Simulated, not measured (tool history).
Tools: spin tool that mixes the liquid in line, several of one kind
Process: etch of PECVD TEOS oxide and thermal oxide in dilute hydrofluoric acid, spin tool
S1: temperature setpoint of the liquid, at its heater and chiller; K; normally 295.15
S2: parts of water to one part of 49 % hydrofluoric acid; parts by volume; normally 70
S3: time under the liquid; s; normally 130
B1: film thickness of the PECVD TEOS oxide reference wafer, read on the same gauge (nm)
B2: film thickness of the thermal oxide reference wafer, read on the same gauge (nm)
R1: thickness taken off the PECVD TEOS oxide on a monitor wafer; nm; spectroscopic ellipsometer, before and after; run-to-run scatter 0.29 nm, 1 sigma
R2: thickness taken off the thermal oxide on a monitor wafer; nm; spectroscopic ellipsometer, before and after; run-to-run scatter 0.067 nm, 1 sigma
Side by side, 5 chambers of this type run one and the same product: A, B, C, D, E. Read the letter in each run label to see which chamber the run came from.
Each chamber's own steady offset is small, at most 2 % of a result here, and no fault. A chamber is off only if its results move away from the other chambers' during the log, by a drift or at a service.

run	day	S1	S2	S3	B1	B2	R1	R2
# day 0.192: chamber E: thermometer replaced
1B	0.425	295.15	70	130	120.00	59.989	31.527	8.6304
2C	0.833	295.15	70	130	119.99	59.983	31.006	8.5326
3E	1.192	295.15	70	130	119.99	60.012	30.796	8.4876
4A	1.450	295.15	70	130	120.00	60.023	32.270	8.5074
5D	1.950	295.15	60	210	120.07	59.991	60.818	16.0510
6D	2.350	295.15	60	210	120.01	60.023	60.823	15.9930
7E	2.717	295.15	60	210	120.01	60.036	60.579	16.1490
8B	3.238	295.15	60	210	120.02	60.003	60.537	16.2890
9C	3.629	295.15	60	210	120.03	59.997	59.999	16.1340
10A	4.062	295.15	70	130	120.02	60.008	31.619	8.4992
11D	4.521	295.15	70	130	120.00	59.986	32.520	8.4807
12B	4.788	295.15	70	130	119.98	59.992	31.411	8.6031
13E	5.254	295.15	70	130	119.98	59.985	31.152	8.4402
14C	5.550	295.15	70	130	120.07	59.990	31.627	8.4638
15A	5.908	295.15	70	130	120.00	59.991	31.649	8.5010
16C	6.412	292.65	105	130	119.99	60.018	18.094	4.8750
17A	6.825	292.65	105	130	119.96	60.037	18.317	4.9876
18B	7.333	292.65	105	130	120.02	59.979	18.519	4.9277
19E	7.804	292.65	105	130	119.98	60.017	18.249	4.8577
20D	8.271	292.65	105	130	120.03	60.045	18.621	4.9012
21A	8.612	295.15	70	175	119.98	59.995	42.588	11.5880
22C	8.942	295.15	70	175	120.00	59.992	41.954	11.4610
23B	9.171	295.15	70	175	120.03	60.020	43.496	11.6580
24E	9.654	295.15	70	175	119.99	59.992	41.399	11.3950
25D	10.162	295.15	70	175	120.04	60.008	43.582	11.3280
26D	10.525	295.15	70	130	119.99	59.986	32.412	8.4267
27B	10.996	295.15	70	130	120.00	59.975	31.361	8.5438
28A	11.246	295.15	70	130	119.99	59.949	31.396	8.5903
29C	11.583	295.15	70	130	120.01	60.025	32.128	8.4617
30E	12.092	295.15	70	130	120.04	59.997	31.400	8.5294
31B	12.517	295.15	70	130	120.04	59.997	31.481	8.6501
32C	12.808	295.15	50	80	120.01	59.996	28.280	7.4569
33E	13.150	295.15	50	80	120.03	60.001	28.049	7.4591
# day 13.329: chamber C: hydrofluoric acid flow meter replaced
34D	13.612	295.15	50	80	119.98	59.989	28.076	7.4537
35A	14.067	295.15	50	80	120.01	60.003	27.852	7.4685
36C	14.450	295.15	50	80	120.01	59.999	27.946	7.4320
37B	14.954	295.15	70	65	120.00	59.995	15.978	4.2796

For the next run the whole fleet of 5 chambers uses the same settings. Give each chamber's results:
38A	15.333	295.15	70	55			?	?
38B	15.333	295.15	70	55			?	?
38C	15.333	295.15	70	55			?	?
38D	15.333	295.15	70	55			?	?
38E	15.333	295.15	70	55			?	?

run	R1	R2
38A	13.456	3.6065
38B	13.327	3.6781
38C	13.285	3.5416
38D	13.648	3.5997
38E	13.334	3.6432
